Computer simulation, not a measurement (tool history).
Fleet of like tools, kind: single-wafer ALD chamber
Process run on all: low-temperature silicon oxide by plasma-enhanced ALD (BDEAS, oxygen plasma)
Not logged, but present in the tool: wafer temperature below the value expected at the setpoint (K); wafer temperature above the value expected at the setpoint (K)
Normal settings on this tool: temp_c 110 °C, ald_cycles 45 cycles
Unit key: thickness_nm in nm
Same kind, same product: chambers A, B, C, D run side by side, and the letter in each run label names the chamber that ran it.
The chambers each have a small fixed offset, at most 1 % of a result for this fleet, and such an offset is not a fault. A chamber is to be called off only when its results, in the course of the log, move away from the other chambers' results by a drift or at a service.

run	hour	temp_c	ald_cycles	hours since the last thermocouple change	read-back reference wafer on the same gauge, thickness_nm	thickness_nm
1A	5.1	110	45	778	5.6526	6.3079
2B	10.1	110	45	1379.3	5.6526	6.2529
3C	15.8	110	45	745.4	5.6549	6.3034
4D	19.3	110	45	1718.7	5.6464	6.4053
5C	24	110	45	753.6	5.6496	6.2574
6D	27.3	110	45	1726.7	5.6563	6.3674
7B	30.8	110	45	1400	5.6522	6.283
8A	36	110	45	808.9	5.6499	6.3227
9C	40.7	110	45	770.3	5.6512	6.2873
10B	44.5	122	45	1413.7	5.6503	6.1236
11D	48.2	122	45	1747.6	5.6457	6.2499
12A	51.1	122	45	824	5.6463	6.166
13D	53.9	122	45	1753.3	5.651	6.2592
14B	59.6	110	45	1428.8	5.6508	6.332
15A	65.5	110	45	838.4	5.6487	6.2984
16C	68.8	110	45	798.4	5.656	6.2715
17A	72.1	110	45	845	5.655	6.2926
18D	75	110	45	1774.4	5.6534	6.3305
19C	79.7	110	52	809.3	5.6466	7.2377
20B	82.9	110	52	1452.1	5.6441	7.2987
21A	85.4	110	52	858.3	5.6566	7.3311
22C	90.7	110	52	820.3	5.6512	7.2783
23B	95.5	110	45	1464.7	5.6479	6.3316
24D	99.7	110	45	1799.1	5.649	6.3635
25B	104.2	110	45	1473.4	5.6466	6.322
26C	107.4	110	45	837	5.6524	6.3182
27A	110.9	110	45	883.8	5.6523	6.2665
28D	114.3	110	45	1813.7	5.6547	6.3733
29B	119.9	110	45	1489.1	5.6543	6.3254
30A	124.8	110	45	897.7	5.6476	6.3348
31C	129.3	110	51	858.9	5.6557	7.1183
32D	135.1	110	51	1834.5	5.6571	7.2228
33D	140.5	110	51	1839.9	5.6488	7.1867
34B	144	110	51	1513.2	5.6474	7.1552
35C	147.4	110	45	877	5.6512	6.3028
36A	151.2	110	45	924.1	5.6459	6.302
37D	156.3	110	45	1855.7	5.6505	6.3636

Predict what each chamber gives when all 4 of them run the settings below next.
38A	160.5	110	45			?
38B	160.5	110	45			?
38C	160.5	110	45			?
38D	160.5	110	45			?

run	thickness_nm
38A	6.3017
38B	6.2982
38C	6.23
38D	6.3402
